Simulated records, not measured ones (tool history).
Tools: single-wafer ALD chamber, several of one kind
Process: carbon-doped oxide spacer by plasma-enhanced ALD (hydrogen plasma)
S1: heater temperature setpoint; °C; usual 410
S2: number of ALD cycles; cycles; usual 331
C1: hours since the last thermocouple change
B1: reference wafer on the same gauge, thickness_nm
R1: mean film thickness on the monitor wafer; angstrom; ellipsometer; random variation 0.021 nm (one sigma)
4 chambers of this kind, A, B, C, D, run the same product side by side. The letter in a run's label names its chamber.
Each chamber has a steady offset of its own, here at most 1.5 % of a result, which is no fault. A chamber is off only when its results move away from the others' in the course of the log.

Run 1D, hour 14.7: usual settings; C1 2126.9; B1 18.907. Result: R1 158.17 angstrom.
Run 2A, hour 29.2: usual settings; C1 193.7; B1 18.906. Result: R1 159.28 angstrom.
Run 3C, hour 36.7: usual settings; C1 1414.8; B1 18.904. Result: R1 160.21 angstrom.
Run 4B, hour 48.6: usual settings; C1 2187.9; B1 18.915. Result: R1 159.15 angstrom.
Run 5C, hour 57.8: usual settings but S1 399 °C; C1 1435.9; B1 18.921. Result: R1 165.50 angstrom.
Run 6B, hour 72.7: usual settings but S1 399 °C; C1 2212.0; B1 18.922. Result: R1 164.20 angstrom.
Run 7D, hour 87.4: usual settings but S1 399 °C; C1 2199.6; B1 18.919. Result: R1 163.27 angstrom.
Run 8A, hour 102.2: usual settings but S1 399 °C; C1 266.7; B1 18.931. Result: R1 164.35 angstrom.
Run 9B, hour 114.8: usual settings; C1 2254.1; B1 18.930. Result: R1 159.04 angstrom.
Run 10A, hour 124.8: usual settings but S1 425 °C, S2 368 cycles; C1 289.3; B1 18.937. Result: R1 169.08 angstrom.
Run 11D, hour 136.6: usual settings but S1 425 °C, S2 368 cycles; C1 2248.8; B1 18.936. Result: R1 167.79 angstrom.
Run 12C, hour 146.5: usual settings but S1 425 °C, S2 368 cycles; C1 1524.6; B1 18.942. Result: R1 170.18 angstrom.
Run 13D, hour 154.4: usual settings but S1 425 °C, S2 368 cycles; C1 2266.6; B1 18.938. Result: R1 168.24 angstrom.
Run 14C, hour 162.9: usual settings; C1 1541.0; B1 18.941. Result: R1 160.47 angstrom.
Run 15A, hour 176.2: usual settings; C1 340.7; B1 18.947. Result: R1 159.70 angstrom.
Run 16B, hour 185.1: usual settings; C1 2324.4; B1 18.951. Result: R1 159.45 angstrom.
Run 17B, hour 198.2: usual settings; C1 2337.5; B1 18.951. Result: R1 159.40 angstrom.
Run 18C, hour 213.0: usual settings; C1 1591.1; B1 18.960. Result: R1 160.86 angstrom.
Run 19D, hour 227.0: usual settings; C1 2339.2; B1 18.965. Result: R1 158.95 angstrom.
Run 20A, hour 235.6: usual settings; C1 400.1; B1 18.961. Result: R1 159.40 angstrom.
Run 21D, hour 242.2: usual settings; C1 2354.4; B1 18.957. Result: R1 158.84 angstrom.
Run 22B, hour 249.7: usual settings but S1 398 °C, S2 389 cycles; C1 2389.0; B1 18.965. Result: R1 192.90 angstrom.
Run 23A, hour 263.1: usual settings but S1 398 °C, S2 389 cycles; C1 427.6; B1 18.971. Result: R1 193.42 angstrom.
Run 24C, hour 270.2: usual settings but S1 398 °C, S2 389 cycles; C1 1648.3; B1 18.971. Result: R1 194.65 angstrom.
Run 25C, hour 282.5: usual settings but S1 398 °C, S2 389 cycles; C1 1660.6; B1 18.977. Result: R1 194.67 angstrom.
Run 26A, hour 295.8: usual settings; C1 460.3; B1 18.978. Result: R1 159.72 angstrom.
Run 27D, hour 302.8: usual settings; C1 2415.0; B1 18.976. Result: R1 158.81 angstrom.
Run 28B, hour 316.7: usual settings; C1 2456.0; B1 18.985. Result: R1 159.29 angstrom.
Run 29D, hour 328.2: usual settings; C1 2440.4; B1 18.987. Result: R1 158.82 angstrom.
Run 30B, hour 342.7: usual settings; C1 2482.0; B1 18.990. Result: R1 160.14 angstrom.
Run 31A, hour 356.5: usual settings; C1 521.0; B1 18.994. Result: R1 159.82 angstrom.
Run 32C, hour 369.7: usual settings; C1 1747.8; B1 19.001. Result: R1 161.30 angstrom.

Next, every chamber runs the same settings. What will each give?
Run 33A, hour 380.3: usual settings. Result: R1 ?.
Run 33B, hour 380.3: usual settings. Result: R1 ?.
Run 33C, hour 380.3: usual settings. Result: R1 ?.
Run 33D, hour 380.3: usual settings. Result: R1 ?.

run      R1
33A  159.98
33B  159.97
33C  161.03
33D  159.06
